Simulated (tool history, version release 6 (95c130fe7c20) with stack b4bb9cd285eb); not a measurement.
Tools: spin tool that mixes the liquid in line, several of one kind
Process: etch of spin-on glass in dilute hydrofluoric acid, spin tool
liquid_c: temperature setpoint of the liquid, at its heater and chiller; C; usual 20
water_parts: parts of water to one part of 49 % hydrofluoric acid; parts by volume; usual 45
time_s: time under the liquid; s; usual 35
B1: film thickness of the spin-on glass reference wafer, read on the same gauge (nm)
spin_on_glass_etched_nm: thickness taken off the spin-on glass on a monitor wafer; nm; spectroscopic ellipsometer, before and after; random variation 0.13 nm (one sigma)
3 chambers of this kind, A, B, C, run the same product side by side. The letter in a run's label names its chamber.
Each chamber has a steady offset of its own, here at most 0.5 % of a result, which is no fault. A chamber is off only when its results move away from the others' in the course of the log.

Run 1B, day 0.375: usual settings; B1 139.99. Result: spin_on_glass_etched_nm 19.815 nm.
Run 2C, day 0.662: usual settings; B1 140. Result: spin_on_glass_etched_nm 19.975 nm.
Run 3A, day 1.054: usual settings; B1 140. Result: spin_on_glass_etched_nm 20.033 nm.
At day 1.292: chamber A: hydrofluoric acid flow meter replaced.
Run 4B, day 1.371: usual settings; B1 140.02. Result: spin_on_glass_etched_nm 20.006 nm.
Run 5C, day 1.754: usual settings but liquid_c 23.5 C, time_s 50 s; B1 140.01. Result: spin_on_glass_etched_nm 32.75 nm.
Run 6A, day 2: usual settings but liquid_c 23.5 C, time_s 50 s; B1 140. Result: spin_on_glass_etched_nm 32.952 nm.
Run 7C, day 2.283: usual settings but liquid_c 23.5 C, time_s 50 s; B1 140.02. Result: spin_on_glass_etched_nm 32.852 nm.
Run 8B, day 2.729: usual settings; B1 140.01. Result: spin_on_glass_etched_nm 19.675 nm.
Run 9A, day 3.108: usual settings; B1 139.99. Result: spin_on_glass_etched_nm 20.185 nm.
Run 10C, day 3.438: usual settings; B1 139.99. Result: spin_on_glass_etched_nm 19.605 nm.
Run 11A, day 3.988: usual settings; B1 139.99. Result: spin_on_glass_etched_nm 19.899 nm.
Run 12B, day 4.483: usual settings; B1 140. Result: spin_on_glass_etched_nm 19.842 nm.
Run 13C, day 4.979: usual settings; B1 140.01. Result: spin_on_glass_etched_nm 20.058 nm.
Run 14A, day 5.3: usual settings; B1 140. Result: spin_on_glass_etched_nm 20.071 nm.
Run 15B, day 5.796: usual settings; B1 140.01. Result: spin_on_glass_etched_nm 19.733 nm.
Run 16A, day 6.142: usual settings; B1 140.01. Result: spin_on_glass_etched_nm 19.796 nm.
Run 17B, day 6.6: usual settings; B1 140.02. Result: spin_on_glass_etched_nm 19.941 nm.
Run 18C, day 6.921: usual settings; B1 140. Result: spin_on_glass_etched_nm 20.014 nm.
At day 7.225: chamber B: hydrofluoric acid flow meter replaced.
Run 19A, day 7.246: usual settings but water_parts 35 parts by volume, time_s 30 s; B1 140.01. Result: spin_on_glass_etched_nm 22.374 nm.
Run 20B, day 7.658: usual settings but water_parts 35 parts by volume, time_s 30 s; B1 140.01. Result: spin_on_glass_etched_nm 22.356 nm.
Run 21C, day 8.046: usual settings but water_parts 35 parts by volume, time_s 30 s; B1 140.02. Result: spin_on_glass_etched_nm 22.238 nm.

All 3 chambers run these settings next. Forecast each chamber's results:
Run 22A, day 8.442: usual settings but water_parts 25 parts by volume. Result: spin_on_glass_etched_nm ?.
Run 22B, day 8.442: usual settings but water_parts 25 parts by volume. Result: spin_on_glass_etched_nm ?.
Run 22C, day 8.442: usual settings but water_parts 25 parts by volume. Result: spin_on_glass_etched_nm ?.

run  spin_on_glass_etched_nm
22A                   36.119
22B                   36.955
22C                   36.419
